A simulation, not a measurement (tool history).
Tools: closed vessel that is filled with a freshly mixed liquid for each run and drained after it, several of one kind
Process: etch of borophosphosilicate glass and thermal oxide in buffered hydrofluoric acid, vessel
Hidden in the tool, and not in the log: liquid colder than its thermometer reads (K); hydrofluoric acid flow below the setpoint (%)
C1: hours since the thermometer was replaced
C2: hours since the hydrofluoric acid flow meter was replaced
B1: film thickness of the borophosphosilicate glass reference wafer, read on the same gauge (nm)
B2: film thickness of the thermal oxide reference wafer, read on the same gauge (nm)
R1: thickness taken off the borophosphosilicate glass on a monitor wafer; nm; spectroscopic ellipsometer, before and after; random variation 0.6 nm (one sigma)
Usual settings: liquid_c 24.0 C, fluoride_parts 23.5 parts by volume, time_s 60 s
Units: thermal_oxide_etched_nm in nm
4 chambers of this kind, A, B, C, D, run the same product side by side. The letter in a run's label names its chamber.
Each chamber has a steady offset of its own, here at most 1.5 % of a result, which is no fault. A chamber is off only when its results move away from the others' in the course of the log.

At day 0.262: chamber B: hydrofluoric acid flow meter replaced.
Run 1A, day 0.317: usual settings; C1 849.3; C2 937.4; B1 30.010; B2 50.003. Result: R1 69.637 nm, thermal_oxide_etched_nm 31.662 nm.
Run 2B, day 0.583: usual settings; C1 900.4; C2 7.8; B1 30.000; B2 49.977. Result: R1 68.858 nm, thermal_oxide_etched_nm 31.742 nm.
Run 3C, day 0.821: usual settings; C1 1237.2; C2 688.8; B1 29.986; B2 50.000. Result: R1 69.628 nm, thermal_oxide_etched_nm 31.459 nm.
Run 4D, day 1.183: usual settings; C1 2004.6; C2 276.2; B1 30.005; B2 49.990. Result: R1 68.006 nm, thermal_oxide_etched_nm 30.992 nm.
Run 5D, day 1.496: usual settings; C1 2012.1; C2 283.7; B1 29.982; B2 50.005. Result: R1 67.505 nm, thermal_oxide_etched_nm 31.489 nm.
Run 6C, day 1.700: usual settings; C1 1258.3; C2 709.9; B1 29.993; B2 50.005. Result: R1 68.171 nm, thermal_oxide_etched_nm 31.410 nm.
Run 7B, day 1.942: usual settings; C1 933.0; C2 40.4; B1 29.983; B2 49.981. Result: R1 69.319 nm, thermal_oxide_etched_nm 32.066 nm.
At day 1.954: chamber A: thermometer replaced.
Run 8A, day 2.250: usual settings; C1 7.1; C2 983.8; B1 30.005; B2 49.989. Result: R1 69.124 nm, thermal_oxide_etched_nm 32.053 nm.
Run 9A, day 2.446: usual settings; C1 11.8; C2 988.5; B1 30.003; B2 49.979. Result: R1 69.641 nm, thermal_oxide_etched_nm 31.611 nm.
Run 10C, day 2.692: usual settings; C1 1282.1; C2 733.7; B1 29.998; B2 50.011. Result: R1 68.690 nm, thermal_oxide_etched_nm 30.988 nm.
Run 11B, day 3.004: usual settings but time_s 40 s; C1 958.5; C2 65.9; B1 30.004; B2 49.998. Result: R1 45.898 nm, thermal_oxide_etched_nm 20.987 nm.
Run 12D, day 3.238: usual settings but time_s 40 s; C1 2053.9; C2 325.5; B1 29.988; B2 50.000. Result: R1 44.976 nm, thermal_oxide_etched_nm 20.989 nm.
Run 13A, day 3.479: usual settings but time_s 40 s; C1 36.6; C2 1013.3; B1 29.981; B2 49.985. Result: R1 46.463 nm, thermal_oxide_etched_nm 21.131 nm.
Run 14C, day 3.838: usual settings but time_s 40 s; C1 1309.6; C2 761.2; B1 29.967; B2 49.991. Result: R1 45.623 nm, thermal_oxide_etched_nm 20.752 nm.
Run 15B, day 4.058: usual settings; C1 983.8; C2 91.2; B1 29.999; B2 50.016. Result: R1 67.790 nm, thermal_oxide_etched_nm 31.686 nm.
Run 16D, day 4.417: usual settings; C1 2082.2; C2 353.8; B1 30.012; B2 49.992. Result: R1 67.172 nm, thermal_oxide_etched_nm 31.447 nm.
Run 17D, day 4.800: usual settings; C1 2091.4; C2 363.0; B1 30.035; B2 50.015. Result: R1 67.748 nm, thermal_oxide_etched_nm 31.153 nm.
Run 18A, day 5.108: usual settings but liquid_c 21.0 C, fluoride_parts 30.0 parts by volume; C1 75.7; C2 1052.4; B1 29.968; B2 49.990. Result: R1 49.508 nm, thermal_oxide_etched_nm 22.904 nm.
Run 19B, day 5.362: usual settings but liquid_c 21.0 C, fluoride_parts 30.0 parts by volume; C1 1015.1; C2 122.5; B1 29.974; B2 50.025. Result: R1 49.383 nm, thermal_oxide_etched_nm 22.564 nm.
Run 20C, day 5.621: usual settings but liquid_c 21.0 C, fluoride_parts 30.0 parts by volume; C1 1352.4; C2 804.0; B1 30.017; B2 50.010. Result: R1 49.010 nm, thermal_oxide_etched_nm 22.261 nm.
Run 21C, day 5.942: usual settings but liquid_c 21.0 C, fluoride_parts 30.0 parts by volume; C1 1360.1; C2 811.7; B1 29.990; B2 49.992. Result: R1 48.260 nm, thermal_oxide_etched_nm 22.319 nm.
Run 22A, day 6.308: usual settings; C1 104.5; C2 1081.2; B1 30.045; B2 49.998. Result: R1 70.151 nm, thermal_oxide_etched_nm 31.856 nm.
Run 23B, day 6.504: usual settings; C1 1042.5; C2 149.9; B1 29.995; B2 50.012. Result: R1 67.783 nm, thermal_oxide_etched_nm 31.568 nm.
Run 24D, day 6.754: usual settings; C1 2138.3; C2 409.9; B1 29.988; B2 49.967. Result: R1 68.641 nm, thermal_oxide_etched_nm 31.656 nm.
Run 25A, day 7.133: usual settings; C1 124.3; C2 1101.0; B1 29.989; B2 49.993. Result: R1 69.058 nm, thermal_oxide_etched_nm 31.571 nm.
Run 26B, day 7.442: usual settings but liquid_c 19.5 C, fluoride_parts 17.0 parts by volume; C1 1065.0; C2 172.4; B1 30.012; B2 49.993. Result: R1 69.652 nm, thermal_oxide_etched_nm 32.381 nm.
Run 27D, day 7.692: usual settings but liquid_c 19.5 C, fluoride_parts 17.0 parts by volume; C1 2160.8; C2 432.4; B1 30.012; B2 49.995. Result: R1 69.968 nm, thermal_oxide_etched_nm 31.550 nm.
Run 28C, day 8.046: usual settings but liquid_c 19.5 C, fluoride_parts 17.0 parts by volume; C1 1410.6; C2 862.2; B1 30.038; B2 49.993. Result: R1 69.826 nm, thermal_oxide_etched_nm 31.794 nm.

What goes on in this fleet: one chamber off, a drifting gauge, or nothing beyond the chambers' own small offsets? Name the chamber and the cause, if any.

No chamber stands off beyond its own small offset, and the gauge holds steady.
